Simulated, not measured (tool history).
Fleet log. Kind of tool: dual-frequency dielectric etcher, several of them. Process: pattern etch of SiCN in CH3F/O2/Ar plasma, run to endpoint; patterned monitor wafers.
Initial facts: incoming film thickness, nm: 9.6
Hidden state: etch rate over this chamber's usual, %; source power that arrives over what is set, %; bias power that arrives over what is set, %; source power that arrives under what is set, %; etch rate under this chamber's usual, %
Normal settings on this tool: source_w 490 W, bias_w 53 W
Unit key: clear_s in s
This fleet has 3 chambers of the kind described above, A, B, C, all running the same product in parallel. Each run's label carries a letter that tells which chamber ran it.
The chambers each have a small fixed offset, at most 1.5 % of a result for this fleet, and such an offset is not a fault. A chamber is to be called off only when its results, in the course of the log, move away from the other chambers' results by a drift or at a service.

run   hour  source_w  bias_w  hours since the last wet clean  hours since the last source power generator calibration  hours since the last bias power generator calibration  clear_s
 1B   10.5       490      53                           440.9                                                   1996.3                                                 1303.6   26.574
 2C   20.5       490      53                           327.8                                                   4560.4                                                  396.2   25.852
      22.5  -- chamber A: source power generator calibrated
 3A   32.6       490      53                           364.6                                                     10.1                                                 5067.5   26.518
 4B   39.0       490      53                           469.4                                                   2024.8                                                 1332.1   26.668
 5C   51.3       490      53                           358.6                                                   4591.2                                                  427.0   26.024
 6A   59.5       570      61                           391.5                                                     37.0                                                 5094.4   23.679
 7A   69.4       570      61                           401.4                                                     46.9                                                 5104.3   23.723
      78.0  -- chamber A: bias power generator calibrated
 8C   80.5       570      61                           387.8                                                   4620.4                                                  456.2   23.596
 9B   90.4       490      53                           520.8                                                   2076.2                                                 1383.5   26.341
10A   99.0       490      53                           431.0                                                     76.5                                                   21.1   26.403
11B  105.7       490      53                           536.1                                                   2091.5                                                 1398.8   26.475
     115.7  -- chamber B: source power generator calibrated
12C  119.4       490      53                           426.7                                                   4659.3                                                  495.1   26.237
13C  132.2       600      42                           439.5                                                   4672.1                                                  507.9   26.225
14B  138.3       600      42                           568.7                                                     22.7                                                 1431.4   26.237
15A  146.0       600      42                           478.0                                                    123.5                                                   68.1   26.247
16C  152.1       490      53                           459.4                                                   4692.0                                                  527.8   26.616
17A  162.7       490      53                           494.7                                                    140.2                                                   84.8   26.366
18B  174.7       490      53                           605.1                                                     59.1                                                 1467.8   26.471
19B  183.3       490      53                           613.7                                                     67.7                                                 1476.4   26.416
20C  189.5       490      53                           496.8                                                   4729.4                                                  565.2   26.645
21A  200.8       490      53                           532.8                                                    178.3                                                  122.9   26.303
22A  213.5       490      53                           545.5                                                    191.0                                                  135.6   26.375
23C  221.8       490      53                           529.1                                                   4761.7                                                  597.5   26.541
     224.1  -- chamber B: wet clean of the chamber
     228.7  -- chamber A: wet clean of the chamber
24B  229.5       370      45                             5.5                                                    113.9                                                 1522.6   31.303
25C  235.6       370      45                           542.9                                                   4775.5                                                  611.3   31.622
26B  241.7       370      45                            17.7                                                    126.1                                                 1534.8   31.015
27A  248.3       490      53                            19.7                                                    225.8                                                  170.4   26.385
28C  259.6       490      53                           566.9                                                   4799.5                                                  635.3   26.638
29A  272.6       490      53                            44.0                                                    250.1                                                  194.7   26.488
30B  285.2       490      53                            61.2                                                    169.6                                                 1578.3   26.407
31A  296.0       490      53                            67.4                                                    273.5                                                  218.1   26.463
32B  304.8       490      53                            80.8                                                    189.2                                                 1597.9   26.597
33C  311.9       490      53                           619.2                                                   4851.8                                                  687.6   27.123
34B  324.9       490      53                           100.9                                                    209.3                                                 1618.0   26.501
35A  336.8       490      53                           108.2                                                    314.3                                                  258.9   26.382
36C  345.0       490      53                           652.3                                                   4884.9                                                  720.7   27.250
37B  358.2       490      53                           134.2                                                    242.6                                                 1651.3   26.316
38C  366.0       490      53                           673.3                                                   4905.9                                                  741.7   27.549
     373.7  -- chamber C: source power generator calibrated
39A  376.5       550      62                           147.9                                                    354.0                                                  298.6   24.220
40B  384.0       550      62                           160.0                                                    268.4                                                 1677.1   23.953
41C  394.2       550      62                           701.5                                                     20.6                                                  769.9   24.655
42A  400.8       490      53                           172.2                                                    378.3                                                  322.9   26.508

Each of the 3 chambers runs these same settings next. Fill in every chamber's results:
43A  410.7       490      53                                                                                                                                                        ?
43B  410.7       490      53                                                                                                                                                        ?
43C  410.7       490      53                                                                                                                                                        ?

run  clear_s
43A   26.230
43B   26.383
43C   27.319
